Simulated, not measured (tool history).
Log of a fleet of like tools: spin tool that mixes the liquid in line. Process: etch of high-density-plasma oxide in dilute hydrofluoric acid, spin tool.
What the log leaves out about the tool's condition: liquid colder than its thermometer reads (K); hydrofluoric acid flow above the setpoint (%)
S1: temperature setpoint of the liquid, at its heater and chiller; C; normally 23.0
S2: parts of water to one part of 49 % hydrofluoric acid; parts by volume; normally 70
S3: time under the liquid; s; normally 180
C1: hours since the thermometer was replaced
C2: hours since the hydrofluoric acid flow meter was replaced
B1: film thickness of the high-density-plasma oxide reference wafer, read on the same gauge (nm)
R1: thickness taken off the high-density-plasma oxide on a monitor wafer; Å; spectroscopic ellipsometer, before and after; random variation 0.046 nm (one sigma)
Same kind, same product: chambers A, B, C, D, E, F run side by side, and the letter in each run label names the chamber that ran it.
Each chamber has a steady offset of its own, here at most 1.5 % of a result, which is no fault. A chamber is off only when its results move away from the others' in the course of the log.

| run | hour | S1 | S2 | S3 | C1 | C2 | B1 | R1 |
|---|---|---|---|---|---|---|---|---|
| 1B | 8.8 | 23.0 | 70 | 180 | 784.3 | 1433.6 | 60.028 | 131.630 |
| 2C | 17.1 | 23.0 | 70 | 180 | 945.3 | 217.7 | 59.975 | 132.260 |
| 3A | 25.5 | 23.0 | 70 | 180 | 285.2 | 779.2 | 60.050 | 131.790 |
| 4F | 34.0 | 23.0 | 70 | 180 | 427.7 | 145.1 | 59.977 | 130.260 |
| 5E | 42.0 | 23.0 | 70 | 180 | 314.1 | 67.3 | 59.973 | 131.330 |
| 6D | 50.0 | 23.0 | 70 | 180 | 1145.7 | 1710.8 | 59.982 | 130.540 |
| 7C | 56.1 | 23.0 | 70 | 180 | 984.3 | 256.7 | 59.978 | 132.500 |
| 8F | 64.2 | 23.0 | 70 | 180 | 457.9 | 175.3 | 60.005 | 130.990 |
| 9A | 70.3 | 23.0 | 70 | 180 | 330.0 | 824.0 | 60.003 | 132.380 |
| 10D | 76.0 | 23.0 | 70 | 180 | 1171.7 | 1736.8 | 59.974 | 130.680 |
| 11B | 82.2 | 23.0 | 70 | 180 | 857.7 | 1507.0 | 60.011 | 130.640 |
| 12E | 87.9 | 23.0 | 70 | 180 | 360.0 | 113.2 | 59.987 | 130.570 |
| 13B | 98.9 | 23.0 | 70 | 180 | 874.4 | 1523.7 | 59.982 | 131.270 |
| 14A | 105.9 | 23.0 | 70 | 180 | 365.6 | 859.6 | 59.988 | 131.830 |
| 15C | 115.9 | 23.0 | 70 | 180 | 1044.1 | 316.5 | 59.996 | 132.590 |
| 16F | 123.1 | 23.0 | 70 | 180 | 516.8 | 234.2 | 59.987 | 131.280 |
| 17E | 131.2 | 20.5 | 70 | 125 | 403.3 | 156.5 | 60.031 | 82.351 |
| 18D | 141.6 | 20.5 | 70 | 125 | 1237.3 | 1802.4 | 59.975 | 82.387 |
|  | 147.0 | chamber C: thermometer replaced |
| 19F | 149.9 | 20.5 | 70 | 125 | 543.6 | 261.0 | 60.052 | 82.147 |
| 20D | 159.2 | 20.5 | 70 | 125 | 1254.9 | 1820.0 | 59.990 | 82.634 |
| 21C | 164.5 | 20.5 | 70 | 125 | 17.5 | 365.1 | 60.003 | 82.953 |
| 22E | 169.5 | 20.5 | 70 | 125 | 441.6 | 194.8 | 59.982 | 82.304 |
| 23A | 179.0 | 23.0 | 70 | 180 | 438.7 | 932.7 | 59.959 | 131.540 |
|  | 181.9 | chamber D: hydrofluoric acid flow meter replaced |
| 24B | 184.5 | 23.0 | 70 | 180 | 960.0 | 1609.3 | 59.997 | 131.130 |
| 25C | 190.9 | 23.0 | 70 | 180 | 43.9 | 391.5 | 60.011 | 131.850 |
|  | 198.7 | chamber B: thermometer replaced |
| 26A | 201.9 | 23.0 | 70 | 180 | 461.6 | 955.6 | 59.993 | 131.330 |
| 27E | 211.0 | 23.0 | 70 | 180 | 483.1 | 236.3 | 60.008 | 131.420 |
| 28D | 216.2 | 23.0 | 70 | 180 | 1311.9 | 34.3 | 60.008 | 130.480 |
| 29F | 222.9 | 23.0 | 70 | 180 | 616.6 | 334.0 | 60.006 | 130.890 |
| 30B | 232.4 | 23.0 | 70 | 180 | 33.8 | 1657.2 | 59.980 | 131.840 |
| 31B | 239.4 | 23.0 | 70 | 180 | 40.8 | 1664.2 | 59.964 | 131.810 |
| 32D | 247.0 | 23.0 | 70 | 180 | 1342.7 | 65.1 | 59.994 | 129.720 |
| 33F | 256.3 | 23.0 | 70 | 180 | 650.0 | 367.4 | 60.038 | 131.920 |
| 34A | 262.8 | 23.0 | 70 | 180 | 522.5 | 1016.5 | 60.012 | 131.370 |
| 35E | 270.5 | 23.0 | 70 | 180 | 542.6 | 295.8 | 60.021 | 131.680 |
| 36C | 278.6 | 23.0 | 70 | 140 | 131.6 | 479.2 | 59.986 | 102.940 |
| 37D | 289.2 | 23.0 | 70 | 140 | 1384.9 | 107.3 | 59.994 | 101.490 |
|  | 290.9 | chamber E: thermometer replaced |
| 38F | 297.2 | 23.0 | 70 | 140 | 690.9 | 408.3 | 60.005 | 102.470 |
| 39C | 307.1 | 23.0 | 70 | 140 | 160.1 | 507.7 | 59.980 | 102.280 |
| 40A | 315.5 | 23.0 | 70 | 140 | 575.2 | 1069.2 | 59.974 | 102.690 |
| 41B | 320.7 | 23.0 | 70 | 140 | 122.1 | 1745.5 | 59.983 | 102.520 |
| 42E | 330.4 | 23.0 | 70 | 180 | 39.6 | 355.7 | 60.001 | 131.400 |
| 43C | 339.6 | 23.0 | 70 | 180 | 192.6 | 540.2 | 59.971 | 132.260 |

Next, every chamber runs the same settings. What will each give?
| 44A | 347.6 | 23.0 | 70 | 180 |  |  |  | ? |
| 44B | 347.6 | 23.0 | 70 | 180 |  |  |  | ? |
| 44C | 347.6 | 23.0 | 70 | 180 |  |  |  | ? |
| 44D | 347.6 | 23.0 | 70 | 180 |  |  |  | ? |
| 44E | 347.6 | 23.0 | 70 | 180 |  |  |  | ? |
| 44F | 347.6 | 23.0 | 70 | 180 |  |  |  | ? |

| run | R1 |
|---|---|
| 44A | 131.790 |
| 44B | 131.910 |
| 44C | 132.660 |
| 44D | 130.880 |
| 44E | 132.110 |
| 44F | 131.000 |
